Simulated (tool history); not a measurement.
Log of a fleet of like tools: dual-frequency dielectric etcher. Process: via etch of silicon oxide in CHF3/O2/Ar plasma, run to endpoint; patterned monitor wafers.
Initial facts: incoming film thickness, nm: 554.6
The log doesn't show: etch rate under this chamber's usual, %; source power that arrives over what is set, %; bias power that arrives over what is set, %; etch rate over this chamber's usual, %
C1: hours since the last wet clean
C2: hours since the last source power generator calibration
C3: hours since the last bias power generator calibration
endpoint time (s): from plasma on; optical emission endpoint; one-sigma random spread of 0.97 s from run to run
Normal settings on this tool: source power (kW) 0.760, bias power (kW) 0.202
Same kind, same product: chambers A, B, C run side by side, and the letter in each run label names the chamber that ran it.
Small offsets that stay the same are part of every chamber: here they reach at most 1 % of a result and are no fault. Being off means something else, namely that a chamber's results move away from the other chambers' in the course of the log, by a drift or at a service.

run 1B hour=10.5 | source_power_(kW)=0.760 bias_power_(kW)=0.202 | C1=260.1 C2=3002.9 C3=434.3 | endpoint_time_(s)=246.00
run 2C hour=18.1 | source_power_(kW)=0.760 bias_power_(kW)=0.202 | C1=218.1 C2=880.3 C3=298.8 | endpoint_time_(s)=248.43
run 3A hour=27.6 | source_power_(kW)=0.760 bias_power_(kW)=0.202 | C1=366.2 C2=284.5 C3=2668.1 | endpoint_time_(s)=248.47
run 4A hour=34.3 | source_power_(kW)=0.760 bias_power_(kW)=0.202 | C1=372.9 C2=291.2 C3=2674.8 | endpoint_time_(s)=248.81
run 5B hour=43.5 | source_power_(kW)=0.760 bias_power_(kW)=0.202 | C1=293.1 C2=3035.9 C3=467.3 | endpoint_time_(s)=244.73
run 6C hour=53.3 | source_power_(kW)=0.760 bias_power_(kW)=0.202 | C1=253.3 C2=915.5 C3=334.0 | endpoint_time_(s)=249.37
run 7A hour=64.6 | source_power_(kW)=0.760 bias_power_(kW)=0.202 | C1=403.2 C2=321.5 C3=2705.1 | endpoint_time_(s)=250.42
run 8C hour=76.5 | source_power_(kW)=0.760 bias_power_(kW)=0.202 | C1=276.5 C2=938.7 C3=357.2 | endpoint_time_(s)=248.28
run 9B hour=86.8 | source_power_(kW)=0.680 bias_power_(kW)=0.225 | C1=336.4 C2=3079.2 C3=510.6 | endpoint_time_(s)=245.53
run 10A hour=96.7 | source_power_(kW)=0.680 bias_power_(kW)=0.225 | C1=435.3 C2=353.6 C3=2737.2 | endpoint_time_(s)=250.63
run 11C hour=103.9 | source_power_(kW)=0.680 bias_power_(kW)=0.225 | C1=303.9 C2=966.1 C3=384.6 | endpoint_time_(s)=250.18
run 12B hour=110.1 | source_power_(kW)=0.760 bias_power_(kW)=0.202 | C1=359.7 C2=3102.5 C3=533.9 | endpoint_time_(s)=247.66
run 13B hour=118.8 | source_power_(kW)=0.760 bias_power_(kW)=0.202 | C1=368.4 C2=3111.2 C3=542.6 | endpoint_time_(s)=247.48
run 14A hour=128.0 | source_power_(kW)=0.760 bias_power_(kW)=0.202 | C1=466.6 C2=384.9 C3=2768.5 | endpoint_time_(s)=253.67
run 15C hour=135.1 | source_power_(kW)=0.760 bias_power_(kW)=0.202 | C1=335.1 C2=997.3 C3=415.8 | endpoint_time_(s)=246.32
run 16B hour=143.1 | source_power_(kW)=0.760 bias_power_(kW)=0.202 | C1=392.7 C2=3135.5 C3=566.9 | endpoint_time_(s)=247.06
run 17A hour=153.8 | source_power_(kW)=0.760 bias_power_(kW)=0.202 | C1=492.4 C2=410.7 C3=2794.3 | endpoint_time_(s)=255.33
run 18C hour=159.1 | source_power_(kW)=0.760 bias_power_(kW)=0.202 | C1=359.1 C2=1021.3 C3=439.8 | endpoint_time_(s)=249.94
-- hour=166.4 chamber C: wet clean of the chamber
run 19A hour=167.1 | source_power_(kW)=0.760 bias_power_(kW)=0.202 | C1=505.7 C2=424.0 C3=2807.6 | endpoint_time_(s)=258.02
run 20B hour=172.7 | source_power_(kW)=0.760 bias_power_(kW)=0.217 | C1=422.3 C2=3165.1 C3=596.5 | endpoint_time_(s)=240.14
run 21C hour=179.2 | source_power_(kW)=0.760 bias_power_(kW)=0.217 | C1=12.9 C2=1041.4 C3=459.9 | endpoint_time_(s)=241.50
run 22C hour=191.1 | source_power_(kW)=0.760 bias_power_(kW)=0.217 | C1=24.8 C2=1053.3 C3=471.8 | endpoint_time_(s)=242.25

The same settings go to every chamber for the next run, one line per chamber below. Forecast the results for each:
run 23A hour=199.6 | source_power_(kW)=0.880 bias_power_(kW)=0.202 | endpoint_time_(s)=?
run 23B hour=199.6 | source_power_(kW)=0.880 bias_power_(kW)=0.202 | endpoint_time_(s)=?
run 23C hour=199.6 | source_power_(kW)=0.880 bias_power_(kW)=0.202 | endpoint_time_(s)=?

run=23A endpoint_time_(s)=243.15
run=23B endpoint_time_(s)=234.28
run=23C endpoint_time_(s)=236.36
